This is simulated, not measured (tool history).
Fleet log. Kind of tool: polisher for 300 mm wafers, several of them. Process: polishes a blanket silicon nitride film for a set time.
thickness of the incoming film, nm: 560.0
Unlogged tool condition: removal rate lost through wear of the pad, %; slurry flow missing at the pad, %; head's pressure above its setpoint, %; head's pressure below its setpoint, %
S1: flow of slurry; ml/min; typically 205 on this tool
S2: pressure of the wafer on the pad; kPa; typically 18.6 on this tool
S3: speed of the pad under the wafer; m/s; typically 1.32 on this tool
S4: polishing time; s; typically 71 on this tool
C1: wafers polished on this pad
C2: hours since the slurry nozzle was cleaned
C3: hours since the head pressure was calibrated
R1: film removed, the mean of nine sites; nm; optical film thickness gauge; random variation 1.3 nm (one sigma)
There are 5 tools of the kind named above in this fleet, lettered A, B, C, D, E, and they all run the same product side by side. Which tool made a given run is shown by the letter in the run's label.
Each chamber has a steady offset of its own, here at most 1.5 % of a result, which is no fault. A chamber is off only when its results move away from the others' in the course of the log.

run 1A hour=7.1 | S1=205 S2=18.6 S3=1.32 S4=71 | C1=500 C2=25.9 C3=112.1 | R1=130.19
run 2E hour=14.4 | S1=205 S2=18.6 S3=1.32 S4=71 | C1=1070 C2=50 C3=274.7 | R1=132.93
run 3D hour=22.7 | S1=205 S2=18.6 S3=1.32 S4=71 | C1=1007 C2=327.4 C3=601.8 | R1=128.44
-- hour=24.7 chamber D: worn pad replaced by a new one
-- hour=31.7 chamber E: worn pad replaced by a new one
run 4B hour=34.4 | S1=205 S2=18.6 S3=1.32 S4=71 | C1=756 C2=131 C3=817.5 | R1=132.03
run 5C hour=41.7 | S1=205 S2=18.6 S3=1.32 S4=71 | C1=781 C2=685.7 C3=107.5 | R1=136.32
-- hour=43.6 chamber A: worn pad replaced by a new one
-- hour=45.9 chamber B: worn pad replaced by a new one
run 6C hour=49.8 | S1=205 S2=18.6 S3=1.32 S4=71 | C1=894 C2=693.8 C3=115.6 | R1=135.03
run 7E hour=58.5 | S1=205 S2=18.6 S3=1.32 S4=71 | C1=375 C2=94.1 C3=318.8 | R1=133.7
-- hour=63.2 chamber C: worn pad replaced by a new one
-- hour=65.4 chamber D: head pressure recalibrated
run 8B hour=68 | S1=170 S2=18.6 S3=1.32 S4=71 | C1=308 C2=164.6 C3=851.1 | R1=131.79
run 9A hour=75.9 | S1=170 S2=18.6 S3=1.32 S4=71 | C1=452 C2=94.7 C3=180.9 | R1=128.7
run 10D hour=85.9 | S1=170 S2=18.6 S3=1.32 S4=71 | C1=856 C2=390.6 C3=20.6 | R1=127.79
-- hour=89.8 chamber D: worn pad replaced by a new one
run 11B hour=94.7 | S1=170 S2=18.6 S3=1.32 S4=71 | C1=682 C2=191.3 C3=877.8 | R1=130.92
run 12E hour=105.6 | S1=170 S2=18.6 S3=1.32 S4=71 | C1=1033 C2=141.2 C3=365.9 | R1=127.93
run 13A hour=117.1 | S1=205 S2=18.6 S3=1.32 S4=71 | C1=1028 C2=135.9 C3=222.1 | R1=131.79
-- hour=121.1 chamber A: worn pad replaced by a new one
run 14D hour=123.8 | S1=205 S2=18.6 S3=1.32 S4=71 | C1=476 C2=428.5 C3=58.5 | R1=132.28
-- hour=124.4 chamber C: worn pad replaced by a new one
-- hour=124.8 chamber B: worn pad replaced by a new one
run 15C hour=130.2 | S1=205 S2=18.6 S3=1.32 S4=71 | C1=81 C2=774.2 C3=196 | R1=135.29
run 16A hour=136.8 | S1=205 S2=18.6 S3=1.32 S4=71 | C1=220 C2=155.6 C3=241.8 | R1=131.02
run 17B hour=146.2 | S1=205 S2=18.6 S3=1.32 S4=71 | C1=299 C2=242.8 C3=929.3 | R1=133.8
-- hour=149.6 chamber E: worn pad replaced by a new one
run 18D hour=157.7 | S1=205 S2=18.6 S3=1.32 S4=71 | C1=949 C2=462.4 C3=92.4 | R1=128.96
run 19E hour=164.4 | S1=205 S2=18.6 S3=1.32 S4=71 | C1=207 C2=200 C3=424.7 | R1=133.44
-- hour=165.3 chamber D: worn pad replaced by a new one
run 20C hour=170.5 | S1=205 S2=18.6 S3=1.32 S4=71 | C1=644 C2=814.5 C3=236.3 | R1=133.26
run 21E hour=179.9 | S1=205 S2=16.5 S3=1.32 S4=71 | C1=424 C2=215.5 C3=440.2 | R1=116.7
-- hour=184.3 chamber E: head pressure recalibrated
-- hour=186.7 chamber A: worn pad replaced by a new one
-- hour=186.8 chamber C: worn pad replaced by a new one
run 22C hour=187.5 | S1=205 S2=16.5 S3=1.32 S4=71 | C1=10 C2=831.5 C3=253.3 | R1=118.67
run 23A hour=194.2 | S1=205 S2=16.5 S3=1.32 S4=71 | C1=105 C2=213 C3=299.2 | R1=117.97
run 24B hour=201.5 | S1=205 S2=16.5 S3=1.32 S4=71 | C1=1072 C2=298.1 C3=984.6 | R1=116.27
-- hour=205.3 chamber B: worn pad replaced by a new one
-- hour=210.4 chamber B: head pressure recalibrated
run 25D hour=213.2 | S1=205 S2=16.5 S3=1.32 S4=71 | C1=670 C2=517.9 C3=147.9 | R1=117.47
-- hour=216.4 chamber C: slurry nozzle cleaned
run 26A hour=223.6 | S1=205 S2=18.6 S3=1.32 S4=71 | C1=516 C2=242.4 C3=328.6 | R1=133.96
-- hour=224.8 chamber D: worn pad replaced by a new one
run 27C hour=232 | S1=205 S2=18.6 S3=1.32 S4=71 | C1=632 C2=15.6 C3=297.8 | R1=135.49
run 28D hour=242.4 | S1=205 S2=18.6 S3=1.32 S4=52 | C1=247 C2=547.1 C3=177.1 | R1=98.222
-- hour=250.6 chamber A: worn pad replaced by a new one
run 29B hour=253.5 | S1=205 S2=18.6 S3=1.32 S4=52 | C1=675 C2=350.1 C3=43.1 | R1=108.28
-- hour=256.7 chamber E: worn pad replaced by a new one
run 30E hour=264.1 | S1=205 S2=18.6 S3=1.32 S4=52 | C1=104 C2=299.7 C3=79.8 | R1=97.169
-- hour=265.2 chamber C: worn pad replaced by a new one
-- hour=269.6 chamber B: worn pad replaced by a new one
run 31E hour=273.3 | S1=205 S2=18.6 S3=1.32 S4=52 | C1=232 C2=308.9 C3=89 | R1=95.6
run 32D hour=285.4 | S1=205 S2=18.6 S3=1.32 S4=52 | C1=848 C2=590.1 C3=220.1 | R1=96.786
-- hour=285.8 chamber D: worn pad replaced by a new one
run 33A hour=291.6 | S1=205 S2=18.6 S3=1.32 S4=71 | C1=573 C2=310.4 C3=396.6 | R1=131.81
run 34C hour=301.5 | S1=205 S2=18.6 S3=1.32 S4=71 | C1=508 C2=85.1 C3=367.3 | R1=134.48
run 35B hour=311.4 | S1=205 S2=18.6 S3=0.98 S4=71 | C1=584 C2=408 C3=101 | R1=117.41
run 36E hour=322 | S1=205 S2=18.6 S3=0.98 S4=71 | C1=913 C2=357.6 C3=137.7 | R1=105.27
run 37B hour=332.6 | S1=205 S2=18.6 S3=0.98 S4=71 | C1=880 C2=429.2 C3=122.2 | R1=117.97
run 38D hour=343.4 | S1=205 S2=18.6 S3=0.98 S4=71 | C1=805 C2=648.1 C3=278.1 | R1=102.21

Each of the 5 chambers runs these same settings next. Fill in every chamber's results:
run 39A hour=352.7 | S1=205 S2=18.6 S3=1.32 S4=71 | R1=?
run 39B hour=352.7 | S1=205 S2=18.6 S3=1.32 S4=71 | R1=?
run 39C hour=352.7 | S1=205 S2=18.6 S3=1.32 S4=71 | R1=?
run 39D hour=352.7 | S1=205 S2=18.6 S3=1.32 S4=71 | R1=?
run 39E hour=352.7 | S1=205 S2=18.6 S3=1.32 S4=71 | R1=?

run=39A R1=134.31
run=39B R1=150.88
run=39C R1=133.18
run=39D R1=131.84
run=39E R1=133.77
